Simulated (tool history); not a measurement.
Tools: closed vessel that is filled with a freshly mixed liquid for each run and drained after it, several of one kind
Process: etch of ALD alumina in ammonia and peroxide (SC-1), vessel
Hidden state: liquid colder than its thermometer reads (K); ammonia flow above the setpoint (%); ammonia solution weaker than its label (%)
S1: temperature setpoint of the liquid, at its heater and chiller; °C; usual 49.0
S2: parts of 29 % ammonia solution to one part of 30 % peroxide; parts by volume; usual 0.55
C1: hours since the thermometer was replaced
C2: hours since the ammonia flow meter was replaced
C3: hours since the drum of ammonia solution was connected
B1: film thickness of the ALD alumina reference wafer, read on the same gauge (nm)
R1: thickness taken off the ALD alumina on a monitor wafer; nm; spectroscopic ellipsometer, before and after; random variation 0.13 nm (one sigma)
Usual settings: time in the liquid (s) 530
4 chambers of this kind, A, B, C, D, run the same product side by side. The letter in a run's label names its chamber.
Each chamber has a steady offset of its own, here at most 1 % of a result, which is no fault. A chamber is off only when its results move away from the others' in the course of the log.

Run 1C, hour 10.4: usual settings; C1 904.3; C2 823.2; C3 783.5; B1 69.989. Result: R1 18.040 nm.
Run 2A, hour 18.1: usual settings; C1 567.8; C2 645.8; C3 602.4; B1 69.989. Result: R1 17.652 nm.
Run 3B, hour 25.0: usual settings; C1 679.6; C2 1218.9; C3 237.7; B1 69.996. Result: R1 17.501 nm.
Run 4D, hour 33.3: usual settings; C1 2348.9; C2 322.5; C3 50.2; B1 69.946. Result: R1 17.821 nm.
Run 5D, hour 41.7: usual settings; C1 2357.3; C2 330.9; C3 58.6; B1 69.972. Result: R1 17.485 nm.
Run 6C, hour 50.9: usual settings; C1 944.8; C2 863.7; C3 824.0; B1 69.974. Result: R1 17.639 nm.
Run 7A, hour 59.2: usual settings but S1 42.0 °C, S2 0.80 parts by volume; C1 608.9; C2 686.9; C3 643.5; B1 69.999. Result: R1 12.346 nm.
Run 8B, hour 70.9: usual settings but S1 42.0 °C, S2 0.80 parts by volume; C1 725.5; C2 1264.8; C3 283.6; B1 70.023. Result: R1 12.119 nm.
Run 9A, hour 80.2: usual settings but S1 42.0 °C, S2 0.80 parts by volume; C1 629.9; C2 707.9; C3 664.5; B1 69.987. Result: R1 12.552 nm.
At hour 81.7: chamber D: thermometer replaced.
Run 10D, hour 88.5: usual settings but S1 42.0 °C, S2 0.80 parts by volume; C1 6.8; C2 377.7; C3 105.4; B1 70.027. Result: R1 12.233 nm.
Run 11C, hour 97.1: usual settings but S1 56.5 °C, time in the liquid (s) 715; C1 991.0; C2 909.9; C3 870.2; B1 70.014. Result: R1 36.614 nm.
Run 12B, hour 108.1: usual settings but S1 56.5 °C, time in the liquid (s) 715; C1 762.7; C2 1302.0; C3 320.8; B1 70.025. Result: R1 34.927 nm.
Run 13D, hour 120.3: usual settings but S1 56.5 °C, time in the liquid (s) 715; C1 38.6; C2 409.5; C3 137.2; B1 70.033. Result: R1 36.319 nm.
Run 14C, hour 132.8: usual settings but S1 56.5 °C, time in the liquid (s) 715; C1 1026.7; C2 945.6; C3 905.9; B1 69.960. Result: R1 35.784 nm.
At hour 136.5: chamber C: ammonia flow meter replaced.
Run 15A, hour 139.3: usual settings; C1 689.0; C2 767.0; C3 723.6; B1 69.975. Result: R1 17.401 nm.
At hour 140.1: chamber B: ammonia flow meter replaced.
Run 16B, hour 149.0: usual settings; C1 803.6; C2 9.0; C3 361.7; B1 70.041. Result: R1 17.160 nm.
Run 17B, hour 160.0: usual settings; C1 814.6; C2 20.0; C3 372.7; B1 69.990. Result: R1 16.853 nm.
Run 18C, hour 167.7: usual settings; C1 1061.6; C2 31.2; C3 940.8; B1 70.057. Result: R1 17.514 nm.
Run 19D, hour 178.0: usual settings but S2 0.40 parts by volume; C1 96.3; C2 467.2; C3 194.9; B1 69.976. Result: R1 17.173 nm.
Run 20A, hour 186.1: usual settings but S2 0.40 parts by volume; C1 735.8; C2 813.8; C3 770.4; B1 70.055. Result: R1 17.139 nm.
Run 21C, hour 197.2: usual settings but S2 0.40 parts by volume; C1 1091.1; C2 60.7; C3 970.3; B1 69.981. Result: R1 16.952 nm.
Run 22D, hour 205.5: usual settings but S2 0.40 parts by volume; C1 123.8; C2 494.7; C3 222.4; B1 69.963. Result: R1 17.018 nm.
Run 23B, hour 216.5: usual settings; C1 871.1; C2 76.5; C3 429.2; B1 70.037. Result: R1 16.046 nm.
Run 24A, hour 223.5: usual settings; C1 773.2; C2 851.2; C3 807.8; B1 70.000. Result: R1 17.728 nm.
Run 25C, hour 229.4: usual settings but S2 0.30 parts by volume; C1 1123.3; C2 92.9; C3 1002.5; B1 69.978. Result: R1 16.435 nm.
Run 26D, hour 239.9: usual settings but S2 0.30 parts by volume; C1 158.2; C2 529.1; C3 256.8; B1 70.048. Result: R1 16.603 nm.
Run 27B, hour 249.7: usual settings but S2 0.30 parts by volume; C1 904.3; C2 109.7; C3 462.4; B1 70.011. Result: R1 14.873 nm.
Run 28A, hour 257.4: usual settings but S2 0.30 parts by volume; C1 807.1; C2 885.1; C3 841.7; B1 70.016. Result: R1 16.792 nm.
Run 29C, hour 265.0: usual settings but S1 53.0 °C, S2 0.45 parts by volume; C1 1158.9; C2 128.5; C3 1038.1; B1 69.983. Result: R1 21.574 nm.

What goes on in this fleet: one chamber off, a drifting gauge, or nothing beyond the chambers' own small offsets? Name the chamber and the cause, if any.

Chamber B drifts away from the others.
Cause: liquid colder than its thermometer reads (K) = 1.88.

Here are 4 candidates for chamber B's next run, each the usual settings with a change, their results left as question marks. Which one brings its results back in line with what the others give on the usual settings?
In line means no further than this from the other chambers' mean on the usual settings: R1 0.460 nm
Run 30B-1, hour 274.1: usual settings but S1 50.5 °C, time in the liquid (s) 580. Result: R1 ?.
Run 30B-2, hour 274.1: usual settings but time in the liquid (s) 470. Result: R1 ?.
Run 30B-3, hour 274.1: usual settings but S1 50.0 °C, time in the liquid (s) 565. Result: R1 ?.
Run 30B-4, hour 274.1: usual settings but S1 47.5 °C, time in the liquid (s) 480. Result: R1 ?.

The other chambers' mean on the usual settings: R1 17.624 nm
  run      R1
30B-1  18.705
30B-2  13.955
30B-3  17.731
30B-4  13.118
30B-3 brings the chamber back in line.
